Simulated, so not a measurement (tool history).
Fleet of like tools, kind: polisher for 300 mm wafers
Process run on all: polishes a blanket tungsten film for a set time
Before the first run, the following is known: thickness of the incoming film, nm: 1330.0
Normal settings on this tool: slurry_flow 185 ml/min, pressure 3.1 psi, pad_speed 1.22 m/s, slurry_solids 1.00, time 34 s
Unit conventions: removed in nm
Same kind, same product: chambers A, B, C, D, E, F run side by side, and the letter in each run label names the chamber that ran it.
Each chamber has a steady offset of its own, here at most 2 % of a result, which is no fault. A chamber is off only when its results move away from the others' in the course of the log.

run     day  slurry_flow  pressure  pad_speed  slurry_solids  time  removed
      0.233  -- chamber C: slurry blender recalibrated
 1A   0.338          185       3.1       1.22           1.00    34   191.59
      0.650  -- chamber E: slurry nozzle cleaned
 2E   0.683          185       3.1       1.22           1.00    34   190.91
      1.138  -- chamber F: slurry tank refilled with fresh slurry and peroxide
 3D   1.258          185       3.1       1.22           1.00    34   194.46
      1.321  -- chamber D: worn pad replaced by a new one
 4F   1.742          185       3.1       1.22           1.00    34   194.23
      1.754  -- chamber E: worn pad replaced by a new one
      1.908  -- chamber D: slurry tank refilled with fresh slurry and peroxide
 5B   2.096          185       3.1       1.22           1.00    34   199.20
      2.275  -- chamber B: worn pad replaced by a new one
      2.629  -- chamber D: slurry blender recalibrated
      2.638  -- chamber E: slurry tank refilled with fresh slurry and peroxide
 6C   2.712          185       3.1       1.22           1.00    34   195.32
      2.858  -- chamber C: head pressure recalibrated
      3.067  -- chamber C: worn pad replaced by a new one
 7D   3.146          185       3.1       1.22           1.00    34   193.23
      3.158  -- chamber C: slurry tank refilled with fresh slurry and peroxide
      3.429  -- chamber F: worn pad replaced by a new one
 8B   3.454          240       3.1       1.22           1.00    34   204.17
      3.675  -- chamber A: worn pad replaced by a new one
 9E   3.938          240       3.1       1.22           1.00    34   201.84
      3.996  -- chamber F: slurry nozzle cleaned
      4.292  -- chamber D: worn pad replaced by a new one
10C   4.296          240       3.1       1.22           1.00    34   201.58
11A   4.838          240       3.1       1.22           1.00    34   195.51
      5.025  -- chamber B: slurry blender recalibrated
12F   5.188          240       3.1       1.22           1.00    34   201.30
      5.279  -- chamber E: worn pad replaced by a new one
      5.500  -- chamber B: worn pad replaced by a new one
13A   5.588          240       3.1       1.22           1.00    34   197.36
      5.688  -- chamber A: slurry tank refilled with fresh slurry and peroxide
      5.767  -- chamber B: slurry tank refilled with fresh slurry and peroxide
      5.954  -- chamber F: slurry tank refilled with fresh slurry and peroxide
14D   6.008          185       3.1       1.22           1.00    34   194.52
15E   6.433          185       3.1       1.22           1.00    34   194.85
      6.550  -- chamber C: slurry tank refilled with fresh slurry and peroxide
16F   6.767          185       3.7       1.22           1.00    34   227.68
      6.796  -- chamber F: worn pad replaced by a new one
17C   7.075          185       3.7       1.22           1.00    34   232.99
      7.104  -- chamber E: head pressure recalibrated
      7.112  -- chamber A: slurry nozzle cleaned
18B   7.342          185       3.7       1.22           1.00    34   236.18
      7.583  -- chamber C: slurry blender recalibrated
19E   7.617          185       3.7       1.22           1.00    34   228.62
      7.767  -- chamber C: worn pad replaced by a new one
      7.908  -- chamber D: worn pad replaced by a new one
      8.025  -- chamber A: worn pad replaced by a new one
      8.079  -- chamber E: worn pad replaced by a new one
20F   8.092          185       3.7       1.22           1.00    34   230.50
21C   8.450          185       3.7       1.22           1.00    34   238.51
22D   8.896          185       3.1       1.22           1.00    34   194.47
      9.188  -- chamber B: worn pad replaced by a new one
23B   9.292          185       3.1       1.22           1.00    34   197.64
      9.408  -- chamber E: slurry tank refilled with fresh slurry and peroxide
24A   9.612          185       3.1       1.22           1.00    34   188.53
      9.646  -- chamber C: slurry tank refilled with fresh slurry and peroxide
      9.712  -- chamber D: slurry tank refilled with fresh slurry and peroxide
25D  10.021          185       3.1       1.22           1.00    34   192.33
26A  10.362          185       3.1       1.22           1.00    34   185.68
     10.454  -- chamber F: worn pad replaced by a new one
27F  10.829          185       3.1       1.22           1.00    34   191.69
     10.921  -- chamber F: slurry tank refilled with fresh slurry and peroxide
     10.954  -- chamber E: slurry nozzle cleaned
28E  11.288          185       3.1       1.22           1.00    34   193.27
     11.292  -- chamber D: worn pad replaced by a new one
     11.296  -- chamber E: worn pad replaced by a new one
     11.446  -- chamber F: head pressure recalibrated
29B  11.562          185       3.1       1.22           1.00    34   198.24
     11.671  -- chamber B: slurry tank refilled with fresh slurry and peroxide
30C  12.188          185       3.1       1.22           1.00    34   196.69
     12.350  -- chamber B: worn pad replaced by a new one
     12.438  -- chamber C: worn pad replaced by a new one
31B  12.538          185       3.1       1.22           1.00    34   199.69
     12.800  -- chamber A: worn pad replaced by a new one
32C  13.062          185       3.1       1.22           1.15    34   202.51
     13.417  -- chamber F: slurry blender recalibrated
     13.525  -- chamber A: slurry tank refilled with fresh slurry and peroxide
33F  13.575          185       3.1       1.22           1.15    34   200.57
34E  13.850          185       3.1       1.22           1.15    34   199.87
     14.396  -- chamber D: worn pad replaced by a new one
35D  14.417          185       3.1       1.22           1.15    34   199.83
36A  15.008          185       3.1       1.22           1.15    34   187.85
37A  15.371          185       3.1       1.22           1.15    34   185.68
     15.712  -- chamber B: worn pad replaced by a new one
38B  15.921          185       3.1       1.22           1.00    34   194.97

Predict what each chamber gives when all 6 of them run the settings below next.
39A  16.362          185       3.1       0.86           1.00    34        ?
39B  16.362          185       3.1       0.86           1.00    34        ?
39C  16.362          185       3.1       0.86           1.00    34        ?
39D  16.362          185       3.1       0.86           1.00    34        ?
39E  16.362          185       3.1       0.86           1.00    34        ?
39F  16.362          185       3.1       0.86           1.00    34        ?

run  removed
39A   127.99
39B   139.21
39C   137.30
39D   137.78
39E   135.94
39F   137.43
